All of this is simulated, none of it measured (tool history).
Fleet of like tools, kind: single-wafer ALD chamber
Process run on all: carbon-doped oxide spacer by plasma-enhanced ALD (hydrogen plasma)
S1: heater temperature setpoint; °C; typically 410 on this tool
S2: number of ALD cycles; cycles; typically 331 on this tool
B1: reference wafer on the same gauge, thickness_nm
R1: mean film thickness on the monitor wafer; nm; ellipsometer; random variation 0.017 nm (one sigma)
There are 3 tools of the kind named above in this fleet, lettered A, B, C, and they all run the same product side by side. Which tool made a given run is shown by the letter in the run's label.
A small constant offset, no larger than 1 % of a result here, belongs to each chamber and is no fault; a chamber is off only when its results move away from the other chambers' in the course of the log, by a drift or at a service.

run 1A day=0.221 | S1=410 S2=331 | B1=18.203 | R1=15.972
run 2B day=0.475 | S1=410 S2=331 | B1=18.209 | R1=16.173
run 3C day=0.625 | S1=410 S2=331 | B1=18.21 | R1=16.006
run 4B day=0.796 | S1=410 S2=331 | B1=18.207 | R1=16.154
run 5C day=1.017 | S1=410 S2=331 | B1=18.217 | R1=16.006
run 6A day=1.171 | S1=410 S2=331 | B1=18.221 | R1=15.984
run 7C day=1.312 | S1=410 S2=331 | B1=18.213 | R1=16.021
run 8A day=1.462 | S1=410 S2=331 | B1=18.219 | R1=15.999
run 9B day=1.675 | S1=410 S2=331 | B1=18.22 | R1=16.19
run 10C day=1.85 | S1=410 S2=331 | B1=18.217 | R1=16.011
run 11B day=2.117 | S1=397 S2=392 | B1=18.224 | R1=19.75
run 12A day=2.354 | S1=397 S2=392 | B1=18.226 | R1=19.51
run 13C day=2.492 | S1=397 S2=392 | B1=18.227 | R1=19.53
run 14A day=2.75 | S1=410 S2=331 | B1=18.226 | R1=15.996
run 15B day=2.958 | S1=410 S2=331 | B1=18.236 | R1=16.189
run 16C day=3.196 | S1=410 S2=331 | B1=18.237 | R1=16.061
run 17A day=3.433 | S1=410 S2=331 | B1=18.235 | R1=16.001
run 18B day=3.575 | S1=410 S2=331 | B1=18.239 | R1=16.165
run 19A day=3.712 | S1=410 S2=331 | B1=18.243 | R1=15.997
run 20C day=3.983 | S1=410 S2=331 | B1=18.242 | R1=16.073
run 21B day=4.138 | S1=410 S2=331 | B1=18.246 | R1=16.205
run 22C day=4.3 | S1=410 S2=331 | B1=18.247 | R1=16.059
run 23B day=4.446 | S1=410 S2=331 | B1=18.25 | R1=16.207
run 24A day=4.571 | S1=410 S2=331 | B1=18.251 | R1=16.002
run 25C day=4.712 | S1=410 S2=331 | B1=18.254 | R1=16.053
run 26B day=4.867 | S1=410 S2=331 | B1=18.253 | R1=16.21
run 27A day=5.062 | S1=410 S2=331 | B1=18.254 | R1=16
run 28C day=5.308 | S1=410 S2=331 | B1=18.26 | R1=16.046
run 29B day=5.5 | S1=410 S2=331 | B1=18.262 | R1=16.212
run 30A day=5.771 | S1=399 S2=331 | B1=18.27 | R1=16.54
run 31B day=5.946 | S1=399 S2=331 | B1=18.268 | R1=16.719
run 32C day=6.121 | S1=399 S2=331 | B1=18.265 | R1=16.552
run 33A day=6.383 | S1=410 S2=331 | B1=18.271 | R1=16.006
run 34B day=6.5 | S1=410 S2=331 | B1=18.277 | R1=16.215
run 35C day=6.621 | S1=410 S2=331 | B1=18.275 | R1=16.056

Each of the 3 chambers runs these same settings next. Fill in every chamber's results:
run 36A day=6.812 | S1=410 S2=386 | R1=?
run 36B day=6.812 | S1=410 S2=386 | R1=?
run 36C day=6.812 | S1=410 S2=386 | R1=?

run=36A R1=18.695
run=36B R1=18.911
run=36C R1=18.745

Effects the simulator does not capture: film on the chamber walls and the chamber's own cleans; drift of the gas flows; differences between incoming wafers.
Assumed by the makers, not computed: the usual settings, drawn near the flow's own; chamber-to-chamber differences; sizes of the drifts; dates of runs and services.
